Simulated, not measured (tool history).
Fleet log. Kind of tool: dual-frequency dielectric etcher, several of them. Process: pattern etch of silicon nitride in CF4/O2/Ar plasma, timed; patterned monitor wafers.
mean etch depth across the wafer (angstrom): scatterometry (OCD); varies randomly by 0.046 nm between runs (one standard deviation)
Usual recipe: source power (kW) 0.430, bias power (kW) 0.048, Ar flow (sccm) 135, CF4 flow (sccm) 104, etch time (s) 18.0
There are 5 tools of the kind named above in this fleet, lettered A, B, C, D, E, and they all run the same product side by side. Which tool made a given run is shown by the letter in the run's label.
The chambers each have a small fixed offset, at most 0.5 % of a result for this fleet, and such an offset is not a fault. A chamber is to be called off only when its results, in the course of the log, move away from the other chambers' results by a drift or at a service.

run   hour  source power (kW)  bias power (kW)  Ar flow (sccm)  CF4 flow (sccm)  etch time (s)  hours since the last wet clean  hours since the last source power generator calibration  hours since the last bias power generator calibration  hours since the last Ar flow controller change  hours since the last CF4 flow controller change  read-back reference wafer on the same gauge, depth_nm  mean etch depth across the wafer (angstrom)
       0.2  -- chamber C: wet clean of the chamber
 1A   13.4              0.430            0.048             135              104           18.0                           187.6                                                    252.8                                                  695.8                                          1695.0                                            374.1                                                 23.606                                       285.70
      21.8  -- chamber B: wet clean of the chamber
 2E   26.8              0.430            0.048             135              104           18.0                           336.5                                                   4095.4                                                 1606.0                                          1770.9                                           3002.1                                                 23.600                                       283.37
      33.6  -- chamber E: wet clean of the chamber
      37.7  -- chamber A: Ar flow controller replaced
 3D   38.7              0.430            0.048             135              104           18.0                            68.7                                                   1209.7                                                   57.9                                          3456.9                                           4670.6                                                 23.610                                       286.98
 4B   46.2              0.430            0.048             135              104           18.0                            24.4                                                   1105.0                                                 2777.7                                           889.8                                           2531.6                                                 23.617                                       284.80
 5C   58.3              0.430            0.048             135              104           18.0                            58.2                                                   3952.1                                                  741.8                                          1779.6                                           4419.8                                                 23.625                                       286.64
 6C   71.7              0.430            0.048             135              104           18.0                            71.6                                                   3965.5                                                  755.2                                          1793.0                                           4433.2                                                 23.624                                       287.57
 7D   79.3              0.430            0.048             135              104           18.0                           109.3                                                   1250.3                                                   98.5                                          3497.5                                           4711.2                                                 23.619                                       287.85
 8B   89.1              0.430            0.048             135              104           18.0                            67.3                                                   1147.9                                                 2820.6                                           932.7                                           2574.5                                                 23.626                                       284.66
 9E  102.5              0.430            0.048             135              104           18.0                            68.9                                                   4171.1                                                 1681.7                                          1846.6                                           3077.8                                                 23.623                                       284.29
10A  111.5              0.430            0.048             135              104           18.0                           285.7                                                    350.9                                                  793.9                                            73.9                                            472.2                                                 23.643                                       285.92
11C  119.1              0.430            0.048             135              104           18.0                           119.0                                                   4012.9                                                  802.6                                          1840.4                                           4480.6                                                 23.638                                       286.26
12E  128.1              0.430            0.048             135              104           18.0                            94.5                                                   4196.7                                                 1707.3                                          1872.2                                           3103.4                                                 23.653                                       285.42
13A  136.8              0.430            0.048             135              104           18.0                           311.0                                                    376.2                                                  819.2                                            99.2                                            497.5                                                 23.643                                       285.99
14B  144.7              0.430            0.048             135               95           18.0                           122.9                                                   1203.5                                                 2876.2                                           988.3                                           2630.1                                                 23.650                                       280.95
15D  157.8              0.430            0.048             135               95           18.0                           187.8                                                   1328.8                                                  177.0                                          3576.0                                           4789.7                                                 23.657                                       284.83
16B  165.4              0.430            0.048             135               95           18.0                           143.6                                                   1224.2                                                 2896.9                                          1009.0                                           2650.8                                                 23.655                                       280.78
     166.2  -- chamber E: CF4 flow controller replaced
17C  179.0              0.430            0.048             135               95           18.0                           178.9                                                   4072.8                                                  862.5                                          1900.3                                           4540.5                                                 23.653                                       283.12
18A  190.7              0.430            0.048             135               95           18.0                           364.9                                                    430.1                                                  873.1                                           153.1                                            551.4                                                 23.667                                       283.15
19D  201.4              0.430            0.048             135              104           18.0                           231.4                                                   1372.4                                                  220.6                                          3619.6                                           4833.3                                                 23.664                                       287.59
20E  214.6              0.430            0.048             135              104           18.0                           181.0                                                   4283.2                                                 1793.8                                          1958.7                                             48.5                                                 23.679                                       285.75
21A  222.2              0.530            0.052             135              104           18.0                           396.4                                                    461.6                                                  904.6                                           184.6                                            582.9                                                 23.685                                       353.32
22D  231.5              0.530            0.052             135              104           18.0                           261.5                                                   1402.5                                                  250.7                                          3649.7                                           4863.4                                                 23.674                                       356.19
     239.6  -- chamber A: wet clean of the chamber
23C  239.6              0.530            0.052             135              104           18.0                           239.5                                                   4133.4                                                  923.1                                          1960.9                                           4601.1                                                 23.677                                       355.02
24B  247.0              0.530            0.052             135              104           18.0                           225.2                                                   1305.8                                                 2978.5                                          1090.6                                           2732.4                                                 23.685                                       352.87
25E  256.3              0.530            0.052             135              104           18.0                           222.7                                                   4324.9                                                 1835.5                                          2000.4                                             90.2                                                 23.690                                       354.29
26D  264.8              0.430            0.048             135              104           18.0                           294.8                                                   1435.8                                                  284.0                                          3683.0                                           4896.7                                                 23.687                                       289.56
27A  274.5              0.430            0.048             135              104           18.0                            35.0                                                    513.9                                                  956.9                                           236.9                                            635.2                                                 23.692                                       286.28
28C  281.5              0.430            0.048             135              104           18.0                           281.4                                                   4175.3                                                  965.0                                          2002.8                                           4643.0                                                 23.697                                       288.46
29B  295.0              0.430            0.048             135               83           21.0                           273.2                                                   1353.8                                                 3026.5                                          1138.6                                           2780.4                                                 23.709                                       323.41
30E  305.4              0.430            0.048             135               83           21.0                           271.8                                                   4374.0                                                 1884.6                                          2049.5                                            139.3                                                 23.712                                       322.54
31C  312.4              0.430            0.048             135               83           21.0                           312.3                                                   4206.2                                                  995.9                                          2033.7                                           4673.9                                                 23.702                                       326.11
32D  324.7              0.430            0.048             135               83           21.0                           354.7                                                   1495.7                                                  343.9                                          3742.9                                           4956.6                                                 23.717                                       326.36
33E  339.2              0.430            0.048             135               83           21.0                           305.6                                                   4407.8                                                 1918.4                                          2083.3                                            173.1                                                 23.708                                       322.42
34B  346.2              0.430            0.048             135              104           18.0                           324.4                                                   1405.0                                                 3077.7                                          1189.8                                           2831.6                                                 23.714                                       286.05
35A  354.7              0.430            0.048             135              104           18.0                           115.2                                                    594.1                                                 1037.1                                           317.1                                            715.4                                                 23.721                                       286.71
36A  366.3              0.530            0.048             135              104           18.0                           126.8                                                    605.7                                                 1048.7                                           328.7                                            727.0                                                 23.721                                       343.37
37C  377.1              0.530            0.048             135              104           18.0                           377.0                                                   4270.9                                                 1060.6                                          2098.4                                           4738.6                                                 23.727                                       345.14
38D  388.2              0.530            0.048             135              104           18.0                           418.2                                                   1559.2                                                  407.4                                          3806.4                                           5020.1                                                 23.728                                       344.24
39B  402.4              0.530            0.048             135              104           18.0                           380.6                                                   1461.2                                                 3133.9                                          1246.0                                           2887.8                                                 23.736                                       343.33
40E  417.0              0.530            0.048             135              104           18.0                           383.4                                                   4485.6                                                 1996.2                                          2161.1                                            250.9                                                 23.743                                       344.35
     418.2  -- chamber E: wet clean of the chamber
41B  426.8              0.430            0.048             135              104           18.0                           405.0                                                   1485.6                                                 3158.3                                          1270.4                                           2912.2                                                 23.742                                       287.22
42A  436.0              0.430            0.048             135              104           18.0                           196.5                                                    675.4                                                 1118.4                                           398.4                                            796.7                                                 23.745                                       287.54
43D  449.9              0.430            0.048             135              104           18.0                           479.9                                                   1620.9                                                  469.1                                          3868.1                                           5081.8                                                 23.742                                       288.70
44E  458.7              0.430            0.048             135              104           18.0                            40.6                                                   4527.3                                                 2037.9                                          2202.8                                            292.6                                                 23.750                                       286.32

Has any chamber moved away from the others, gradually or after a service, or does the common gauge drift, or do the chambers differ only by their own small steady offsets? State the chamber and the most likely cause if one applies.

None of the chambers is off. What moves is the gauge, dragging all their readings along together.
Cause: gauge reads high (%) = 0.657.
